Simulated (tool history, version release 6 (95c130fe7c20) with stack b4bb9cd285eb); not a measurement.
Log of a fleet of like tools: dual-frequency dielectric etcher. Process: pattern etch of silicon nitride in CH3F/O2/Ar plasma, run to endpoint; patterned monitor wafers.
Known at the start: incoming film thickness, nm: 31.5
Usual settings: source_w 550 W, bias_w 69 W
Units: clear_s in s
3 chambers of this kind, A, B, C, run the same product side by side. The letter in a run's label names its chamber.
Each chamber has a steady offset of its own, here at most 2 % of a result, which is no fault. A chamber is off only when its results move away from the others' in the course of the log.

run	hour	source_w	bias_w	hours since the last wet clean	hours since the last source power generator calibration	hours since the last bias power generator calibration	clear_s
1B	4.0	550	69	265.1	37.2	1383.7	40.048
2C	9.2	550	69	474.9	2417.3	1287.5	40.648
3A	16.2	550	69	344.3	1606.6	604.5	40.882
4A	22.0	550	69	350.1	1612.4	610.3	41.057
# hour 23.6: chamber C: wet clean of the chamber
5C	30.7	550	69	7.2	2438.8	1309.0	40.723
6B	37.2	550	69	298.3	70.4	1416.9	40.159
7B	41.8	550	69	302.9	75.0	1421.5	40.202
8A	47.6	550	69	375.7	1638.0	635.9	40.976
9C	51.9	550	69	28.4	2460.0	1330.2	40.681
10A	60.4	550	69	388.5	1650.8	648.7	40.983
11C	67.3	550	69	43.8	2475.4	1345.6	40.894
12B	75.4	550	69	336.5	108.6	1455.1	40.377
13A	79.2	550	69	407.3	1669.6	667.5	40.755
14C	86.9	550	69	63.4	2495.0	1365.2	40.866
15B	93.3	550	69	354.4	126.5	1473.0	40.714
16B	101.6	550	69	362.7	134.8	1481.3	40.806
17C	106.5	550	69	83.0	2514.6	1384.8	40.906
18A	112.1	550	69	440.2	1702.5	700.4	40.755
19B	116.9	550	69	378.0	150.1	1496.6	40.675
20A	125.5	440	56	453.6	1715.9	713.8	48.012
21C	130.6	440	56	107.1	2538.7	1408.9	47.114
22C	136.7	440	56	113.2	2544.8	1415.0	47.412
23B	140.9	550	69	402.0	174.1	1520.6	41.530
24A	147.6	550	69	475.7	1738.0	735.9	40.689
25A	153.8	680	69	481.9	1744.2	742.1	37.643
26B	160.0	680	69	421.1	193.2	1539.7	38.315
27C	164.8	680	69	141.3	2572.9	1443.1	37.685
28B	173.3	550	69	434.4	206.5	1553.0	41.662
29A	178.6	550	69	506.7	1769.0	766.9	40.758

All 3 chambers run these settings next. Forecast each chamber's results:
30A	184.9	550	69				?
30B	184.9	550	69				?
30C	184.9	550	69				?

run	clear_s
30A	40.872
30B	41.676
30C	40.863
